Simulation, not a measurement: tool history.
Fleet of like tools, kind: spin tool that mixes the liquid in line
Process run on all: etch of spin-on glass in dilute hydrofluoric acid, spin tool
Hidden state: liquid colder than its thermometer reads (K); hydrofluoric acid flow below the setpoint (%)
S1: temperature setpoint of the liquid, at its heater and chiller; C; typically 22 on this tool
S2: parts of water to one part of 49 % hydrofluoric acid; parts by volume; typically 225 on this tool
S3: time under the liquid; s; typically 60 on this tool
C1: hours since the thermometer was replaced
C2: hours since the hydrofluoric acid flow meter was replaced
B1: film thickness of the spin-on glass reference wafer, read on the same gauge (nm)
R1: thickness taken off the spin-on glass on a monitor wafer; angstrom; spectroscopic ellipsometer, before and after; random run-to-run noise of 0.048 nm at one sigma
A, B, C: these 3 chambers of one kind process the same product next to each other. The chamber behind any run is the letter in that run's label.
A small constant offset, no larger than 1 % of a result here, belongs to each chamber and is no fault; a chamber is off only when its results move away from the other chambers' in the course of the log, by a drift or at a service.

run     day  S1   S2  S3      C1      C2      B1       R1
 1B   0.304  22  225  60  1381.6   728.4  129.97   81.281
 2C   0.750  22  225  60  2327.7  1561.7  130.00   80.366
 3A   1.046  22  225  60   334.9   431.2  130.02   80.041
 4A   1.483  22  225  60   345.4   441.7  130.02   80.476
 5B   1.917  22  225  60  1420.3   767.1  129.99   81.294
      2.138  -- chamber C: thermometer replaced
 6C   2.212  22  225  60     1.8  1596.8  130.04   79.771
 7C   2.554  22  225  60    10.0  1605.0  129.98   79.355
 8B   3.029  22  280  60  1447.0   793.8  130.03   60.937
 9A   3.517  22  280  60   394.2   490.5  129.99   61.112
10A   3.808  22  280  60   401.2   497.5  129.99   60.944
11C   4.275  22  225  60    51.3  1646.3  129.97   79.753
12B   4.704  22  225  60  1487.2   834.0  129.98   79.722
13B   5.275  22  225  60  1500.9   847.7  130.03   80.077
14A   5.542  22  225  60   442.8   539.1  130.05   80.372
15C   6.017  22  225  60    93.1  1688.1  129.97   80.093
16A   6.300  22  225  60   461.0   557.3  129.99   80.840
      6.538  -- chamber A: hydrofluoric acid flow meter replaced
17C   6.871  20  225  70   113.6  1708.6  129.99   85.891
18B   7.246  20  225  70  1548.2   895.0  129.99   86.149
19A   7.621  20  225  70   492.7    26.0  129.99   87.466
20B   7.888  22  225  60  1563.6   910.4  129.99   80.000
21C   8.167  22  225  60   144.7  1739.7  130.00   80.180
22B   8.500  22  225  60  1578.3   925.1  130.01   80.584
      8.550  -- chamber B: thermometer replaced
23C   8.900  22  225  60   162.3  1757.3  130.03   79.838
24A   9.479  22  180  60   537.3    70.6  129.99  106.270
25B   9.958  22  180  60    33.9   960.1  130.01  105.120
26A  10.429  22  180  60   560.1    93.4  129.96  105.840
27C  10.879  22  225  60   209.8  1804.8  130.04   79.537
28B  11.212  22  225  60    64.0   990.2  130.04   79.732
29A  11.529  22  225  60   586.5   119.8  130.04   79.917
30C  12.071  22  225  45   238.4  1833.4  129.95   59.833
31A  12.404  22  225  45   607.5   140.8  130.02   59.984

Is one chamber out of step, is the gauge drifting, or do the chambers differ by no more than their own small offsets? For an off chamber, give its letter and the likeliest cause.

All chambers stay in line apart from their small fixed offsets, and the gauge does not drift.

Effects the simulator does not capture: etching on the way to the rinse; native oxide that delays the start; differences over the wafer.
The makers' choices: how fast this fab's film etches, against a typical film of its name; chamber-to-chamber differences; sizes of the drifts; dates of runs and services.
